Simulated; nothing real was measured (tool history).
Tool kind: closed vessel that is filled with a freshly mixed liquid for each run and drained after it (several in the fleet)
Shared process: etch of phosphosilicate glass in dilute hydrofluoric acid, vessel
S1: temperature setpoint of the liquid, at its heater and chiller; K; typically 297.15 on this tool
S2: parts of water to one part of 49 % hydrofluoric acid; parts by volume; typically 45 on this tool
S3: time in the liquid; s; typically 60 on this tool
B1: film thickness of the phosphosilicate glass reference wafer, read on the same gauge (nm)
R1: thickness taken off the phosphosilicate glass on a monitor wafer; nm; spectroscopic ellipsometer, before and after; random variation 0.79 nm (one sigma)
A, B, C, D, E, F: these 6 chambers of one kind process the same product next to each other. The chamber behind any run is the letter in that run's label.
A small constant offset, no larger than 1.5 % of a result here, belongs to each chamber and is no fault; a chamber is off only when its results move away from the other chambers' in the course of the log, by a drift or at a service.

run	hour	S1	S2	S3	B1	R1
1A	5.1	297.15	45	60	90.003	86.638
2E	8.9	297.15	45	60	90	86.778
3B	13.8	297.15	45	60	89.992	86.887
4D	19.2	297.15	45	60	89.997	84.654
5C	25.6	297.15	45	60	90.005	86.23
# hour 27.5: chamber B: thermometer replaced
6F	31.7	297.15	45	60	90.008	87.43
7B	36	297.15	45	60	90.028	88.089
8F	41.3	297.15	45	60	90.02	86.455
9A	44.1	297.15	45	60	89.985	88.155
10E	49.4	297.15	30	95	90.013	209.64
11C	53.3	297.15	30	95	89.982	209.94
12D	58.9	297.15	30	95	90.012	210.58
13D	64.1	297.15	30	95	89.997	211.38
14C	70.4	297.15	30	95	89.994	207.28
15A	75.9	297.15	30	95	90.023	209.78
16E	80.2	297.15	45	60	89.988	87.154
17B	86.2	297.15	45	60	89.974	87.959
18F	89.1	297.15	40	60	89.999	97.952
19B	94.8	297.15	40	60	90.01	100.79
20E	99.4	297.15	40	60	89.976	99.729
21D	102.4	297.15	40	60	89.992	97.599
22F	107	297.15	40	60	89.998	97.3
23C	110.6	297.15	40	60	90.005	97.707
# hour 111.8: chamber C: thermometer replaced
24A	116.1	297.15	45	60	89.999	86.576
25A	120.2	297.15	45	40	90.013	57.854
26E	123.3	297.15	45	40	90.021	58.883
27F	128.2	297.15	45	40	90.006	58.145
28B	132.7	297.15	45	40	90.018	58.455
29D	138	297.15	45	40	90.006	57.152
30C	143.7	297.15	45	40	90.01	56.69
31E	148.8	297.15	45	60	90.015	87.203
32F	155	297.15	45	60	90.007	85.377
33A	161.5	297.15	45	60	89.983	86.418
34B	166.6	297.15	45	60	89.988	86.612
35D	172.5	297.15	45	60	90.008	86.218
36C	177	297.15	45	60	90.003	86.501
37B	182.5	297.15	45	60	89.978	86.728
38C	187	297.15	45	60	89.994	85.778
39E	193	297.15	45	60	90	87.418
40A	198.4	297.15	45	60	89.987	87.098
41F	202	297.15	45	60	90.014	85.629
42D	204.9	297.15	45	60	90.007	85.044
43F	208.1	297.15	45	60	89.981	87.128
44A	212.6	297.15	45	60	90.024	85.996

Does one chamber stand apart from the rest, does the shared gauge drift, or is all well apart from small per-chamber offsets? Give the chamber and the most likely cause, where there is one.

Beyond each chamber's small constant offset nothing stands out, and the gauge stays steady.

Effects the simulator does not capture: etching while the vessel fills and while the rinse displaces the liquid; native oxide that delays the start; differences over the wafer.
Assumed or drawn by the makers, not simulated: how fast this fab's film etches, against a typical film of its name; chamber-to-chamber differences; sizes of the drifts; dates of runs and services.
